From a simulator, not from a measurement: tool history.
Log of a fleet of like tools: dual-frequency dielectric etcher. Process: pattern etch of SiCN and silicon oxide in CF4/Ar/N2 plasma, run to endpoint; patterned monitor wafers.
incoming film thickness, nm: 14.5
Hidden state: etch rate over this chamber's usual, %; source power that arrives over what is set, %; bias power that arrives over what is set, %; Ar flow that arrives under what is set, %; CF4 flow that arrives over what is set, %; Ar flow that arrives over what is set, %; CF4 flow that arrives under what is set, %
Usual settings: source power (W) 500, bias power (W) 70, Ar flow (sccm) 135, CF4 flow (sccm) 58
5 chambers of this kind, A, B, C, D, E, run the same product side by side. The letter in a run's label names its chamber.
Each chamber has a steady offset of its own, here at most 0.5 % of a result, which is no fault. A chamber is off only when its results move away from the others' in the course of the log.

| run | hour | source power (W) | bias power (W) | Ar flow (sccm) | CF4 flow (sccm) | hours since the last wet clean | hours since the last source power generator calibration | hours since the last bias power generator calibration | hours since the last Ar flow controller change | hours since the last CF4 flow controller change | endpoint time (s) |
|---|---|---|---|---|---|---|---|---|---|---|---|
| 1E | 6.9 | 500 | 70 | 135 | 58 | 23.3 | 1778.7 | 636.0 | 1350.4 | 3646.7 | 16.949 |
| 2D | 16.8 | 500 | 70 | 135 | 58 | 70.2 | 3419.0 | 1873.7 | 2178.4 | 2496.8 | 16.619 |
| 3B | 24.2 | 500 | 70 | 135 | 58 | 203.8 | 694.1 | 2693.9 | 1349.6 | 311.0 | 16.781 |
| 4A | 34.2 | 500 | 70 | 135 | 58 | 126.2 | 1417.4 | 1890.5 | 195.6 | 1646.6 | 16.594 |
| 5C | 44.4 | 500 | 70 | 135 | 58 | 436.2 | 3444.1 | 1509.3 | 436.2 | 2244.0 | 16.676 |
| 6B | 51.2 | 500 | 70 | 135 | 58 | 230.8 | 721.1 | 2720.9 | 1376.6 | 338.0 | 16.741 |
|  | 60.4 | chamber C: wet clean of the chamber |
| 7D | 63.6 | 500 | 70 | 135 | 58 | 117.0 | 3465.8 | 1920.5 | 2225.2 | 2543.6 | 16.699 |
| 8C | 73.1 | 500 | 70 | 135 | 58 | 12.8 | 3472.8 | 1538.0 | 464.9 | 2272.7 | 16.706 |
| 9A | 80.3 | 500 | 70 | 135 | 58 | 172.3 | 1463.5 | 1936.6 | 241.7 | 1692.7 | 16.732 |
| 10E | 91.9 | 500 | 70 | 135 | 67 | 108.3 | 1863.7 | 721.0 | 1435.4 | 3731.7 | 16.495 |
| 11A | 103.8 | 500 | 70 | 135 | 67 | 195.8 | 1487.0 | 1960.1 | 265.2 | 1716.2 | 16.365 |
| 12C | 115.4 | 500 | 70 | 135 | 67 | 55.1 | 3515.1 | 1580.3 | 507.2 | 2315.0 | 16.336 |
| 13E | 123.6 | 500 | 70 | 135 | 67 | 140.0 | 1895.4 | 752.7 | 1467.1 | 3763.4 | 16.466 |
| 14B | 130.3 | 500 | 70 | 135 | 67 | 309.9 | 800.2 | 2800.0 | 1455.7 | 417.1 | 16.257 |
| 15D | 142.7 | 500 | 70 | 135 | 58 | 196.1 | 3544.9 | 1999.6 | 2304.3 | 2622.7 | 16.788 |
| 16E | 154.7 | 500 | 70 | 135 | 58 | 171.1 | 1926.5 | 783.8 | 1498.2 | 3794.5 | 16.787 |
| 17B | 167.1 | 500 | 70 | 135 | 58 | 346.7 | 837.0 | 2836.8 | 1492.5 | 453.9 | 16.628 |
|  | 168.3 | chamber A: CF4 flow controller replaced |
| 18D | 173.9 | 500 | 70 | 135 | 58 | 227.3 | 3576.1 | 2030.8 | 2335.5 | 2653.9 | 16.721 |
| 19A | 184.8 | 500 | 70 | 135 | 58 | 276.8 | 1568.0 | 2041.1 | 346.2 | 16.5 | 16.698 |
| 20C | 194.5 | 500 | 70 | 135 | 58 | 134.2 | 3594.2 | 1659.4 | 586.3 | 2394.1 | 16.763 |
| 21C | 201.9 | 500 | 70 | 135 | 58 | 141.6 | 3601.6 | 1666.8 | 593.7 | 2401.5 | 16.633 |
| 22D | 211.2 | 500 | 70 | 135 | 58 | 264.6 | 3613.4 | 2068.1 | 2372.8 | 2691.2 | 16.786 |
| 23E | 219.7 | 580 | 70 | 135 | 58 | 236.1 | 1991.5 | 848.8 | 1563.2 | 3859.5 | 14.841 |
| 24B | 228.1 | 580 | 70 | 135 | 58 | 407.7 | 898.0 | 2897.8 | 1553.5 | 514.9 | 14.548 |
| 25A | 234.5 | 580 | 70 | 135 | 58 | 326.5 | 1617.7 | 2090.8 | 395.9 | 66.2 | 14.671 |
| 26E | 240.7 | 580 | 70 | 135 | 58 | 257.1 | 2012.5 | 869.8 | 1584.2 | 3880.5 | 14.698 |
| 27B | 252.2 | 580 | 70 | 135 | 58 | 431.8 | 922.1 | 2921.9 | 1577.6 | 539.0 | 14.376 |
| 28A | 261.1 | 500 | 70 | 135 | 58 | 353.1 | 1644.3 | 2117.4 | 422.5 | 92.8 | 16.804 |
|  | 264.9 | chamber D: CF4 flow controller replaced |
| 29D | 269.8 | 500 | 70 | 135 | 58 | 323.2 | 3672.0 | 2126.7 | 2431.4 | 4.9 | 16.619 |
|  | 272.0 | chamber A: wet clean of the chamber |
| 30C | 280.4 | 500 | 70 | 135 | 58 | 220.1 | 3680.1 | 1745.3 | 672.2 | 2480.0 | 16.610 |
| 31B | 291.8 | 500 | 70 | 135 | 58 | 471.4 | 961.7 | 2961.5 | 1617.2 | 578.6 | 16.434 |
|  | 296.8 | chamber B: bias power generator calibrated |
| 32C | 298.1 | 500 | 70 | 135 | 58 | 237.8 | 3697.8 | 1763.0 | 689.9 | 2497.7 | 16.687 |
| 33D | 310.4 | 500 | 70 | 110 | 65 | 363.8 | 3712.6 | 2167.3 | 2472.0 | 45.5 | 15.825 |
| 34A | 321.0 | 500 | 70 | 110 | 65 | 49.0 | 1704.2 | 2177.3 | 482.4 | 152.7 | 15.765 |
| 35E | 332.2 | 500 | 70 | 110 | 65 | 348.6 | 2104.0 | 961.3 | 1675.7 | 3972.0 | 15.865 |
| 36E | 343.3 | 500 | 70 | 110 | 65 | 359.7 | 2115.1 | 972.4 | 1686.8 | 3983.1 | 16.021 |
| 37C | 351.8 | 500 | 70 | 110 | 65 | 291.5 | 3751.5 | 1816.7 | 743.6 | 2551.4 | 15.770 |
| 38A | 362.1 | 500 | 70 | 102 | 58 | 90.1 | 1745.3 | 2218.4 | 523.5 | 193.8 | 15.945 |
| 39D | 369.5 | 500 | 70 | 102 | 58 | 422.9 | 3771.7 | 2226.4 | 2531.1 | 104.6 | 15.982 |
| 40B | 376.9 | 500 | 70 | 102 | 58 | 556.5 | 1046.8 | 80.1 | 1702.3 | 663.7 | 15.497 |
| 41C | 382.6 | 500 | 70 | 102 | 58 | 322.3 | 3782.3 | 1847.5 | 774.4 | 2582.2 | 15.941 |
| 42B | 390.3 | 500 | 70 | 102 | 58 | 569.9 | 1060.2 | 93.5 | 1715.7 | 677.1 | 15.650 |
| 43D | 399.5 | 500 | 70 | 135 | 58 | 452.9 | 3801.7 | 2256.4 | 2561.1 | 134.6 | 16.669 |

All 5 chambers run these settings next. Forecast each chamber's results:
| 44A | 408.5 | 500 | 70 | 135 | 58 |  |  |  |  |  | ? |
| 44B | 408.5 | 500 | 70 | 135 | 58 |  |  |  |  |  | ? |
| 44C | 408.5 | 500 | 70 | 135 | 58 |  |  |  |  |  | ? |
| 44D | 408.5 | 500 | 70 | 135 | 58 |  |  |  |  |  | ? |
| 44E | 408.5 | 500 | 70 | 135 | 58 |  |  |  |  |  | ? |

| run | endpoint time (s) |
|---|---|
| 44A | 16.712 |
| 44B | 16.279 |
| 44C | 16.641 |
| 44D | 16.678 |
| 44E | 16.816 |
